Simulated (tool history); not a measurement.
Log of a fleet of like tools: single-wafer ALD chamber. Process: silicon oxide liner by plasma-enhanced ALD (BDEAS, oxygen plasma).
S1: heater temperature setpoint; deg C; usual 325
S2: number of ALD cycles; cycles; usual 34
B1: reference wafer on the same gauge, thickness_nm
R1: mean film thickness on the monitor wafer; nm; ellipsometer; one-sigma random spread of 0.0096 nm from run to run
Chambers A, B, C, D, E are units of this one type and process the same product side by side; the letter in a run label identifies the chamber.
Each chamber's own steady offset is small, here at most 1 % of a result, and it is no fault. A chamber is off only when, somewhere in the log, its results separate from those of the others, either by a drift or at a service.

{"run": "1C", "hour": 3.0, "S1": 325, "S2": 34, "B1": 2.7799, "R1": 3.0582}
{"run": "2E", "hour": 5.3, "S1": 325, "S2": 34, "B1": 2.7772, "R1": 3.0335}
{"run": "3A", "hour": 8.3, "S1": 325, "S2": 34, "B1": 2.7791, "R1": 3.0437}
{"run": "4B", "hour": 12.7, "S1": 325, "S2": 34, "B1": 2.779, "R1": 3.0458}
{"run": "5D", "hour": 15.1, "S1": 325, "S2": 34, "B1": 2.7806, "R1": 3.0497}
{"run": "6B", "hour": 19.0, "S1": 325, "S2": 34, "B1": 2.7791, "R1": 3.0351}
{"run": "7C", "hour": 21.4, "S1": 325, "S2": 34, "B1": 2.7783, "R1": 3.0912}
{"run": "8A", "hour": 23.4, "S1": 325, "S2": 34, "B1": 2.7788, "R1": 3.0452}
{"run": "9D", "hour": 27.0, "S1": 325, "S2": 27, "B1": 2.7804, "R1": 2.4218}
{"run": "10E", "hour": 29.5, "S1": 325, "S2": 27, "B1": 2.779, "R1": 2.4154}
{"run": "11C", "hour": 31.6, "S1": 325, "S2": 27, "B1": 2.7804, "R1": 2.4502}
{"run": "12B", "hour": 34.4, "S1": 325, "S2": 27, "B1": 2.7792, "R1": 2.4117}
{"run": "13A", "hour": 38.0, "S1": 325, "S2": 27, "B1": 2.7804, "R1": 2.42}
{"run": "14E", "hour": 40.8, "S1": 325, "S2": 34, "B1": 2.7807, "R1": 3.0524}
{"run": "15D", "hour": 43.6, "S1": 325, "S2": 34, "B1": 2.7799, "R1": 3.0435}
{"run": "16B", "hour": 46.8, "S1": 325, "S2": 38, "B1": 2.7788, "R1": 3.3984}
{"run": "17C", "hour": 49.6, "S1": 325, "S2": 38, "B1": 2.7816, "R1": 3.4461}
{"run": "18D", "hour": 51.8, "S1": 325, "S2": 38, "B1": 2.7809, "R1": 3.3897}
{"run": "19A", "hour": 53.9, "S1": 325, "S2": 38, "B1": 2.7804, "R1": 3.3938}
{"run": "20E", "hour": 57.0, "S1": 325, "S2": 38, "B1": 2.7793, "R1": 3.409}
{"run": "21D", "hour": 60.0, "S1": 325, "S2": 34, "B1": 2.7793, "R1": 3.0598}
{"run": "22B", "hour": 62.9, "S1": 325, "S2": 34, "B1": 2.78, "R1": 3.0368}
{"run": "23A", "hour": 66.1, "S1": 325, "S2": 34, "B1": 2.7785, "R1": 3.0277}
{"run": "24C", "hour": 68.6, "S1": 325, "S2": 34, "B1": 2.7793, "R1": 3.0791}
{"run": "25E", "hour": 71.8, "S1": 325, "S2": 34, "B1": 2.7781, "R1": 3.0456}
{"run": "26B", "hour": 74.7, "S1": 338, "S2": 39, "B1": 2.7794, "R1": 3.4351}
{"run": "27E", "hour": 77.9, "S1": 338, "S2": 39, "B1": 2.7808, "R1": 3.4284}
{"run": "28C", "hour": 81.2, "S1": 338, "S2": 39, "B1": 2.7796, "R1": 3.4483}
{"run": "29D", "hour": 84.7, "S1": 338, "S2": 39, "B1": 2.7813, "R1": 3.4462}
{"run": "30A", "hour": 86.9, "S1": 338, "S2": 39, "B1": 2.7796, "R1": 3.4078}
{"run": "31E", "hour": 91.1, "S1": 325, "S2": 34, "B1": 2.7797, "R1": 3.0479}
{"run": "32C", "hour": 94.1, "S1": 325, "S2": 34, "B1": 2.7785, "R1": 3.0547}
{"run": "33B", "hour": 98.1, "S1": 325, "S2": 34, "B1": 2.7804, "R1": 3.0442}
{"run": "34D", "hour": 100.1, "S1": 325, "S2": 34, "B1": 2.7809, "R1": 3.0514}
{"run": "35A", "hour": 102.6, "S1": 325, "S2": 34, "B1": 2.7807, "R1": 3.0363}
{"run": "36D", "hour": 104.8, "S1": 325, "S2": 34, "B1": 2.7786, "R1": 3.0474}
{"run": "37E", "hour": 109.0, "S1": 325, "S2": 34, "B1": 2.7794, "R1": 3.0398}
{"run": "38A", "hour": 111.6, "S1": 325, "S2": 34, "B1": 2.7795, "R1": 3.0297}

All chambers now run identical settings, listed one chamber a line with results as question marks. What results will each chamber show?
{"run": "39A", "hour": 114.8, "S1": 325, "S2": 30, "R1": "?"}
{"run": "39B", "hour": 114.8, "S1": 325, "S2": 30, "R1": "?"}
{"run": "39C", "hour": 114.8, "S1": 325, "S2": 30, "R1": "?"}
{"run": "39D", "hour": 114.8, "S1": 325, "S2": 30, "R1": "?"}
{"run": "39E", "hour": 114.8, "S1": 325, "S2": 30, "R1": "?"}

run=39A R1=2.675
run=39B R1=2.6713
run=39C R1=2.7073
run=39D R1=2.6813
run=39E R1=2.6905
